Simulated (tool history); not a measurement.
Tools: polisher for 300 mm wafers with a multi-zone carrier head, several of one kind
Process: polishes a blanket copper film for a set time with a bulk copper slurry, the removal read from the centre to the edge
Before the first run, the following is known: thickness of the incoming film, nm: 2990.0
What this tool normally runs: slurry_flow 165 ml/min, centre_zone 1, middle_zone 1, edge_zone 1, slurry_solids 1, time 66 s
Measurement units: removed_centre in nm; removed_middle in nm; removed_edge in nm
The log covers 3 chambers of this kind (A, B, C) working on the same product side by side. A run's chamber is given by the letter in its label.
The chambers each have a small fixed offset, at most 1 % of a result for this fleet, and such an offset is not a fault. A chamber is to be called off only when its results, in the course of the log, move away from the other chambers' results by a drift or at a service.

run	hour	slurry_flow	centre_zone	middle_zone	edge_zone	slurry_solids	time	wafers polished on this pad	hours since the slurry nozzle was cleaned	hours since the centre zone pressure was calibrated	hours since the edge zone pressure was calibrated	removed_centre	removed_middle	removed_edge
1C	2.4	165	1	1	1	1	66	529	99.5	152.9	35.7	655.63	673.79	645.35
2A	7.4	165	1	1	1	1	66	239	86.5	12.1	45.4	664.34	665.11	675.86
# hour 10.4: chamber C: worn pad replaced by a new one
3B	12.5	165	1	1	1	1	66	778	134.6	272.7	153.1	677.55	661.51	682.17
4C	15.5	165	1	1	1	1	66	66	112.6	166	48.8	665.06	671.27	658.28
5A	18	165	1	1	1	1	66	375	97.1	22.7	56	672.86	659.51	686.07
6B	22.4	165	1	1	1	1	66	905	144.5	282.6	163	666.66	664.45	684.81
7B	26.2	165	1	1	1	1	66	954	148.3	286.4	166.8	676.53	675.48	661.95
# hour 26.4: chamber B: centre zone pressure recalibrated
8C	29.2	165	1	1	1.06	1	66	242	126.3	179.7	62.5	643.8	670.43	676.6
9A	33.6	165	1	1	1.06	1	66	576	112.7	38.3	71.6	675.19	672.79	684.91
10B	35.9	165	1	1	1.06	1	66	1079	158	9.5	176.5	671.87	671.44	694.08
11A	38.4	165	1	1	1	1	66	638	117.5	43.1	76.4	667.56	656.43	674.42
# hour 40: chamber B: worn pad replaced by a new one
12C	42	165	1	1	1	1	66	406	139.1	192.5	75.3	666.19	666.97	663.29
13C	44.4	165	1	1	1	1	66	437	141.5	194.9	77.7	649.04	667.26	666.65
14B	47.2	165	1	1	1	1	66	92	169.3	20.8	187.8	662.77	669.86	673.27
15A	49.9	165	1	1	1	1	66	786	129	54.6	87.9	666.02	666.83	666.76
16B	54.3	165	1	1	1	1	66	184	176.4	27.9	194.9	669.3	675.69	690.68
# hour 56.6: chamber C: worn pad replaced by a new one
17C	58.4	165	1	1	1.04	1	66	23	155.5	208.9	91.7	654.08	663.36	676.49
18A	62.1	165	1	1	1.04	1	66	942	141.2	66.8	100.1	670.93	669.89	683.3
19C	65.8	165	1	1	1.04	1	66	118	162.9	216.3	99.1	649.18	671.54	670.51
20A	68.7	165	1	1	1	1	66	1027	147.8	73.4	106.7	663.19	640.85	654.61
21B	72.4	165	1	1	1	1	66	416	194.5	46	213	658.38	664.41	678.46
22B	75.5	165	1	1	1	1	66	456	197.6	49.1	216.1	654.41	680.05	680.12
23A	78.5	165	1	1	1	1	66	1153	157.6	83.2	116.5	642.49	662.29	647.79
24C	81.3	165	1	1	1	0.75	66	317	178.4	231.8	114.6	629.22	632.69	614.93
25A	85.5	165	1	1	1	0.75	66	1243	164.6	90.2	123.5	605.26	601.79	619.14
26B	88.3	165	1	1	1	0.75	66	621	210.4	61.9	228.9	624.08	633.14	642.57
27C	92.2	165	1	1	1	1	66	458	189.3	242.7	125.5	673.58	655.94	660.33
28C	97.3	165	1	1	1	1	66	523	194.4	247.8	130.6	658.32	661.2	652.69
29B	99.8	165	1	1	1	1	66	769	221.9	73.4	240.4	660.49	678.83	696.19
30A	104.3	165	1	1	1	1.3	66	1485	183.4	109	142.3	668.2	677.95	667.22
# hour 107.3: chamber C: worn pad replaced by a new one
31A	108.6	165	1	1	1	1.3	66	1541	187.7	113.3	146.6	682.3	672.32	671.13
32C	112	165	1	1	1	1.3	66	60	209.1	262.5	145.3	702.28	712.92	694.12
33B	116.3	165	1	1	1	1	66	981	238.4	89.9	256.9	682.3	667.34	667.09
34C	121.4	165	1	1	1	1	66	181	218.5	271.9	154.7	677.27	662.62	663.73
35A	125.3	165	1	1	1	1	66	1755	204.4	130	163.3	640.59	629.36	626.52
36B	128.9	165	1	1	1	1	66	1143	251	102.5	269.5	662.75	673.69	666.75
37B	132.5	165	1	1	1	1	66	1189	254.6	106.1	273.1	669.82	674.38	688.57
38A	135.2	165	1	1	1	1	66	1883	214.3	139.9	173.2	633.09	628.24	618.79
# hour 137.8: chamber B: worn pad replaced by a new one
39C	139.2	165	1	1	1	1	66	410	236.3	289.7	172.5	665.37	669.26	667.41
40C	143.6	165	1	1	1.12	1.25	66	467	240.7	294.1	176.9	682.88	699.06	717.35
41B	147.7	165	1	1	1.12	1.25	66	127	269.8	121.3	288.3	692.71	702.65	757.46

The same settings go to every chamber for the next run, one line per chamber below. Forecast the results for each:
42A	151.4	205	1	1	1	1	66					?	?	?
42B	151.4	205	1	1	1	1	66					?	?	?
42C	151.4	205	1	1	1	1	66					?	?	?

run	removed_centre	removed_middle	removed_edge
42A	645.15	629.75	627.06
42B	694.43	691.39	690.31
42C	674.5	694	666.28
